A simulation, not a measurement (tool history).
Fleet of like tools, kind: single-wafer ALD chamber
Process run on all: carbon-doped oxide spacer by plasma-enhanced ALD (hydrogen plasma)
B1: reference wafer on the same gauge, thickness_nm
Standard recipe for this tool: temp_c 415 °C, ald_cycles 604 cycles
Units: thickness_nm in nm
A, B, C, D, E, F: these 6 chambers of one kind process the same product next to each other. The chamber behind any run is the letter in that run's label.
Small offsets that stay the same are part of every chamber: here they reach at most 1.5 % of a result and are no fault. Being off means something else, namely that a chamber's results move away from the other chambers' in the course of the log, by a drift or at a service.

Run 1A, hour 15.6: usual settings; B1 33.997. Result: thickness_nm 28.513 nm.
Run 2C, hour 31: usual settings; B1 34. Result: thickness_nm 28.815 nm.
Run 3D, hour 45.6: usual settings; B1 33.999. Result: thickness_nm 28.822 nm.
Run 4B, hour 52.9: usual settings; B1 33.991. Result: thickness_nm 28.833 nm.
Run 5F, hour 65.2: usual settings; B1 33.998. Result: thickness_nm 28.803 nm.
Run 6E, hour 77.1: usual settings; B1 34.018. Result: thickness_nm 29.271 nm.
Run 7E, hour 92.1: usual settings; B1 34.019. Result: thickness_nm 29.196 nm.
Run 8A, hour 101.9: usual settings; B1 33.988. Result: thickness_nm 28.61 nm.
Run 9C, hour 115.7: usual settings; B1 33.999. Result: thickness_nm 28.876 nm.
Run 10B, hour 124.8: usual settings; B1 33.977. Result: thickness_nm 28.757 nm.
Run 11D, hour 131.8: usual settings; B1 33.997. Result: thickness_nm 28.798 nm.
At hour 140.1: chamber D: thermocouple changed; heater temperature recalibrated.
Run 12F, hour 144.2: usual settings; B1 33.999. Result: thickness_nm 28.804 nm.
Run 13E, hour 156.8: usual settings; B1 33.987. Result: thickness_nm 29.188 nm.
Run 14C, hour 168.8: usual settings; B1 34.012. Result: thickness_nm 28.74 nm.
Run 15A, hour 181.3: usual settings; B1 33.999. Result: thickness_nm 28.598 nm.
Run 16F, hour 193.2: usual settings; B1 33.986. Result: thickness_nm 28.827 nm.
Run 17D, hour 209.1: usual settings; B1 33.997. Result: thickness_nm 28.283 nm.
Run 18B, hour 217.3: usual settings; B1 34.013. Result: thickness_nm 28.796 nm.
Run 19D, hour 225.6: usual settings but temp_c 426 °C, ald_cycles 661 cycles; B1 34.02. Result: thickness_nm 29.759 nm.
Run 20B, hour 238.4: usual settings but temp_c 426 °C, ald_cycles 661 cycles; B1 34.008. Result: thickness_nm 30.401 nm.
Run 21F, hour 251.3: usual settings but temp_c 426 °C, ald_cycles 661 cycles; B1 34.012. Result: thickness_nm 30.34 nm.
Run 22C, hour 262.6: usual settings but temp_c 426 °C, ald_cycles 661 cycles; B1 34.009. Result: thickness_nm 30.482 nm.
Run 23E, hour 270.1: usual settings but temp_c 426 °C, ald_cycles 661 cycles; B1 33.986. Result: thickness_nm 30.773 nm.
Run 24A, hour 284.9: usual settings but temp_c 426 °C, ald_cycles 661 cycles; B1 33.986. Result: thickness_nm 30.277 nm.
Run 25F, hour 292.6: usual settings; B1 34.005. Result: thickness_nm 28.846 nm.
Run 26D, hour 299.6: usual settings but temp_c 403 °C, ald_cycles 664 cycles; B1 34.007. Result: thickness_nm 32.259 nm.
Run 27E, hour 314.9: usual settings but temp_c 403 °C, ald_cycles 664 cycles; B1 33.988. Result: thickness_nm 33.19 nm.
Run 28A, hour 328.6: usual settings but temp_c 403 °C, ald_cycles 664 cycles; B1 34.004. Result: thickness_nm 32.648 nm.
Run 29B, hour 343.8: usual settings but temp_c 403 °C, ald_cycles 664 cycles; B1 33.992. Result: thickness_nm 32.83 nm.
Run 30C, hour 354.8: usual settings but temp_c 403 °C, ald_cycles 664 cycles; B1 34.011. Result: thickness_nm 32.711 nm.
Run 31C, hour 363.3: usual settings but temp_c 403 °C, ald_cycles 664 cycles; B1 34.006. Result: thickness_nm 32.949 nm.
Run 32D, hour 371.1: usual settings; B1 34.008. Result: thickness_nm 28.234 nm.
Run 33F, hour 381.1: usual settings; B1 33.984. Result: thickness_nm 28.753 nm.
Run 34E, hour 394: usual settings; B1 33.999. Result: thickness_nm 29.185 nm.
Run 35A, hour 406.5: usual settings; B1 33.994. Result: thickness_nm 28.629 nm.
Run 36B, hour 416.1: usual settings; B1 34.03. Result: thickness_nm 28.843 nm.
Run 37A, hour 431.3: usual settings; B1 34.002. Result: thickness_nm 28.596 nm.
Run 38D, hour 442.6: usual settings; B1 34.015. Result: thickness_nm 28.326 nm.
Run 39F, hour 456.6: usual settings; B1 33.989. Result: thickness_nm 28.731 nm.

Decide between three cases: one chamber stands off from its peers, the gauge reading all wafers drifts, or nothing is wrong past each chamber's small offset. Where a chamber is off, say which and what most likely put it there.

The work done on chamber D during a service left it standing apart from the others.
Likeliest cause: wafer temperature above the value expected at the setpoint (K) = 5.91.

Chamber D could run next with any of the 4 candidate recipes listed below; each alters the usual settings, and their results appear as question marks. Which one brings its results back in line with what the other chambers deliver on the usual settings?
Maximum distance from the other chambers' mean on the usual settings for a result to count as in line: thickness_nm 0.24 nm
Run 40D-1, hour 468.3: usual settings but temp_c 414 °C, ald_cycles 624 cycles. Result: thickness_nm ?.
Run 40D-2, hour 468.3: usual settings but temp_c 416 °C, ald_cycles 584 cycles. Result: thickness_nm ?.
Run 40D-3, hour 468.3: usual settings but ald_cycles 615 cycles. Result: thickness_nm ?.
Run 40D-4, hour 468.3: usual settings but ald_cycles 592 cycles. Result: thickness_nm ?.

Mean of the other chambers on the usual settings: thickness_nm 28.834 nm
  run  thickness_nm
40D-1        29.286
40D-2        27.234
40D-3        28.771
40D-4        27.695
40D-3 brings the chamber back in line.
